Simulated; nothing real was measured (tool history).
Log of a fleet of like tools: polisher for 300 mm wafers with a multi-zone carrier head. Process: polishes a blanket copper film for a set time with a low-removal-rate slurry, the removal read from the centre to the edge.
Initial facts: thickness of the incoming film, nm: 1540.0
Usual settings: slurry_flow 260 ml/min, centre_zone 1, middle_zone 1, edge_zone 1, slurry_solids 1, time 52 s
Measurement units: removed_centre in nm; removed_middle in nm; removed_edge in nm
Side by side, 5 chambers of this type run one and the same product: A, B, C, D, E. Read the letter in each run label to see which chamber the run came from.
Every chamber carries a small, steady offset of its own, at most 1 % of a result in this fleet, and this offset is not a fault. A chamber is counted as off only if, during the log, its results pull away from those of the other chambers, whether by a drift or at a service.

| run | hour | slurry_flow | centre_zone | middle_zone | edge_zone | slurry_solids | time | wafers polished on this pad | hours since the slurry nozzle was cleaned | hours since the centre zone pressure was calibrated | hours since the edge zone pressure was calibrated | removed_centre | removed_middle | removed_edge |
|---|---|---|---|---|---|---|---|---|---|---|---|---|---|---|
|  | 5.2 | chamber C: worn pad replaced by a new one |
| 1C | 11.5 | 260 | 1 | 1 | 1 | 1 | 52 | 37 | 223.4 | 433.2 | 784.8 | 89.356 | 91.311 | 89.875 |
| 2D | 18 | 260 | 1 | 1 | 1 | 1 | 52 | 177 | 257.6 | 538.9 | 485.9 | 88.872 | 89.914 | 91.507 |
|  | 22.9 | chamber B: edge zone pressure recalibrated |
|  | 26 | chamber B: worn pad replaced by a new one |
| 3B | 28.3 | 260 | 1 | 1 | 1 | 1 | 52 | 14 | 254.6 | 492.6 | 5.4 | 89.313 | 90.864 | 90.607 |
| 4A | 39 | 260 | 1 | 1 | 1 | 1 | 52 | 716 | 455.9 | 772.8 | 377.5 | 89.571 | 89.053 | 89.874 |
|  | 45.8 | chamber E: worn pad replaced by a new one |
|  | 50.9 | chamber C: slurry nozzle cleaned |
| 5E | 53.2 | 260 | 1 | 1 | 1 | 1 | 52 | 43 | 169.4 | 476.8 | 806.9 | 89.339 | 89.026 | 89.311 |
| 6C | 62 | 260 | 1 | 1 | 1 | 1 | 63 | 333 | 11.1 | 483.7 | 835.3 | 109.74 | 109.14 | 109.25 |
|  | 64.8 | chamber E: slurry nozzle cleaned |
| 7D | 70.2 | 260 | 1 | 1 | 1 | 1 | 63 | 483 | 309.8 | 591.1 | 538.1 | 107.9 | 110.69 | 111.47 |
| 8A | 77.1 | 260 | 1 | 1 | 1 | 1 | 63 | 940 | 494 | 810.9 | 415.6 | 108.18 | 107.83 | 108.13 |
| 9B | 84.2 | 260 | 1 | 1 | 1 | 1 | 63 | 342 | 310.5 | 548.5 | 61.3 | 107.31 | 111.04 | 111.7 |
| 10E | 92.8 | 260 | 1 | 1 | 1 | 1 | 63 | 276 | 28 | 516.4 | 846.5 | 108.6 | 109.26 | 111.38 |
| 11D | 101.1 | 260 | 1 | 1 | 1 | 1 | 52 | 665 | 340.7 | 622 | 569 | 91.036 | 88.322 | 89.541 |
| 12B | 110.1 | 260 | 1.1 | 1 | 0.96 | 1 | 52 | 494 | 336.4 | 574.4 | 87.2 | 101.94 | 91.165 | 90.299 |
| 13C | 119.5 | 260 | 1.1 | 1 | 0.96 | 1 | 52 | 671 | 68.6 | 541.2 | 892.8 | 101.09 | 90.259 | 88.883 |
|  | 125.3 | chamber B: worn pad replaced by a new one |
| 14A | 129.7 | 260 | 1.1 | 1 | 0.96 | 1 | 52 | 1249 | 546.6 | 863.5 | 468.2 | 99.318 | 88.728 | 88.919 |
|  | 131.7 | chamber E: edge zone pressure recalibrated |
| 15E | 138.1 | 260 | 1.1 | 1 | 0.96 | 1 | 52 | 542 | 73.3 | 561.7 | 6.4 | 102.2 | 89.727 | 88.176 |
|  | 146.2 | chamber C: worn pad replaced by a new one |
| 16E | 150 | 260 | 1.1 | 1 | 0.96 | 1 | 52 | 612 | 85.2 | 573.6 | 18.3 | 100.88 | 88.56 | 88.601 |
| 17A | 158 | 260 | 1 | 1 | 0.96 | 1 | 52 | 1415 | 574.9 | 891.8 | 496.5 | 89.124 | 89.95 | 86.659 |
| 18C | 169.6 | 260 | 1 | 1 | 0.96 | 1 | 52 | 137 | 118.7 | 591.3 | 942.9 | 91.065 | 89.523 | 88.484 |
| 19B | 182.7 | 260 | 1 | 1 | 0.96 | 1 | 52 | 337 | 409 | 647 | 159.8 | 90.115 | 89.784 | 88.697 |
| 20D | 190.6 | 260 | 1 | 1 | 0.96 | 1 | 52 | 1190 | 430.2 | 711.5 | 658.5 | 89.42 | 88.508 | 87.905 |
| 21C | 201.8 | 260 | 1 | 1 | 0.96 | 1 | 52 | 326 | 150.9 | 623.5 | 975.1 | 93.15 | 90.945 | 87.757 |
|  | 203.3 | chamber A: worn pad replaced by a new one |
|  | 205.4 | chamber A: slurry nozzle cleaned |
| 22A | 208.4 | 260 | 1.11 | 1 | 1 | 1.15 | 52 | 30 | 3.1 | 942.2 | 546.9 | 105.71 | 91.612 | 91.993 |
| 23E | 218.6 | 260 | 1.11 | 1 | 1 | 1.15 | 52 | 1014 | 153.8 | 642.2 | 86.9 | 105.45 | 93.1 | 95.748 |
|  | 224 | chamber B: worn pad replaced by a new one |
|  | 225.8 | chamber B: slurry nozzle cleaned |
| 24D | 225.9 | 260 | 1.11 | 1 | 1 | 1.15 | 52 | 1397 | 465.5 | 746.8 | 693.8 | 102.89 | 91.381 | 93.814 |
|  | 231.1 | chamber D: worn pad replaced by a new one |
|  | 232.8 | chamber E: centre zone pressure recalibrated |
| 25B | 236.7 | 260 | 1.11 | 1 | 1 | 1.15 | 52 | 74 | 11 | 701 | 213.8 | 104.72 | 94.597 | 92.318 |
| 26B | 244.5 | 260 | 1.11 | 1 | 1 | 1.15 | 52 | 120 | 18.8 | 708.8 | 221.6 | 106.55 | 94.442 | 93.981 |
|  | 246.3 | chamber D: slurry nozzle cleaned |
|  | 246.6 | chamber E: worn pad replaced by a new one |
| 27D | 254.4 | 260 | 1 | 1 | 1 | 1 | 52 | 137 | 8.2 | 775.3 | 722.3 | 89.557 | 90.135 | 91.048 |
| 28C | 263.6 | 260 | 1 | 1 | 1 | 1 | 52 | 689 | 212.7 | 685.3 | 1036.9 | 98.71 | 91.363 | 90.085 |
|  | 265.7 | chamber C: slurry nozzle cleaned |
|  | 270.8 | chamber E: slurry nozzle cleaned |
| 29A | 276.6 | 260 | 1 | 1 | 1 | 1 | 52 | 430 | 71.3 | 1010.4 | 615.1 | 88.619 | 89.103 | 89.748 |
|  | 283.3 | chamber C: worn pad replaced by a new one |
| 30E | 285.2 | 185 | 1 | 1 | 1 | 1 | 52 | 227 | 14.4 | 52.4 | 153.5 | 87.84 | 85.268 | 88.032 |
| 31E | 292.4 | 185 | 1 | 1 | 1 | 1 | 52 | 269 | 21.6 | 59.6 | 160.7 | 85.584 | 86.622 | 87.337 |
| 32A | 302.6 | 185 | 1 | 1 | 1 | 1 | 52 | 583 | 97.3 | 1036.4 | 641.1 | 83.005 | 86.35 | 86.294 |
|  | 303.2 | chamber A: edge zone pressure recalibrated |
| 33D | 314 | 185 | 1 | 1 | 1 | 1 | 52 | 487 | 67.8 | 834.9 | 781.9 | 84.847 | 86.884 | 85.71 |
|  | 318.8 | chamber B: worn pad replaced by a new one |
| 34B | 323 | 185 | 1 | 1 | 1 | 1 | 52 | 25 | 97.3 | 787.3 | 300.1 | 87.184 | 88.084 | 88.895 |
| 35C | 334.7 | 260 | 1 | 1 | 1 | 1 | 52 | 301 | 69 | 756.4 | 1108 | 97.389 | 89.601 | 89.347 |
| 36A | 341.4 | 260 | 1 | 1 | 1 | 1 | 52 | 810 | 136.1 | 1075.2 | 38.3 | 87.842 | 89.762 | 89.017 |
| 37E | 348.8 | 260 | 1 | 1 | 1 | 1 | 52 | 600 | 78 | 116 | 217.1 | 91.279 | 88.301 | 90.526 |
| 38B | 359.2 | 260 | 1 | 1.06 | 1 | 1 | 52 | 237 | 133.5 | 823.5 | 336.3 | 89.475 | 97.164 | 89.96 |
| 39D | 370.6 | 260 | 1 | 1.06 | 1 | 1 | 52 | 819 | 124.4 | 891.5 | 838.5 | 92.411 | 96.218 | 88.613 |
| 40C | 384.9 | 260 | 1 | 1.06 | 1 | 1 | 52 | 596 | 119.2 | 806.6 | 1158.2 | 103.31 | 96.182 | 91.049 |

For the next run the whole fleet of 5 chambers uses the same settings. Give each chamber's results:
| 41A | 395.3 | 260 | 1 | 1 | 1 | 1 | 52 |  |  |  |  | ? | ? | ? |
| 41B | 395.3 | 260 | 1 | 1 | 1 | 1 | 52 |  |  |  |  | ? | ? | ? |
| 41C | 395.3 | 260 | 1 | 1 | 1 | 1 | 52 |  |  |  |  | ? | ? | ? |
| 41D | 395.3 | 260 | 1 | 1 | 1 | 1 | 52 |  |  |  |  | ? | ? | ? |
| 41E | 395.3 | 260 | 1 | 1 | 1 | 1 | 52 |  |  |  |  | ? | ? | ? |

| run | removed_centre | removed_middle | removed_edge |
|---|---|---|---|
| 41A | 88.467 | 86.833 | 88.653 |
| 41B | 92.434 | 90.916 | 91.487 |
| 41C | 102.53 | 90.233 | 88.704 |
| 41D | 88.62 | 89.964 | 89.26 |
| 41E | 90.004 | 89.137 | 91.76 |
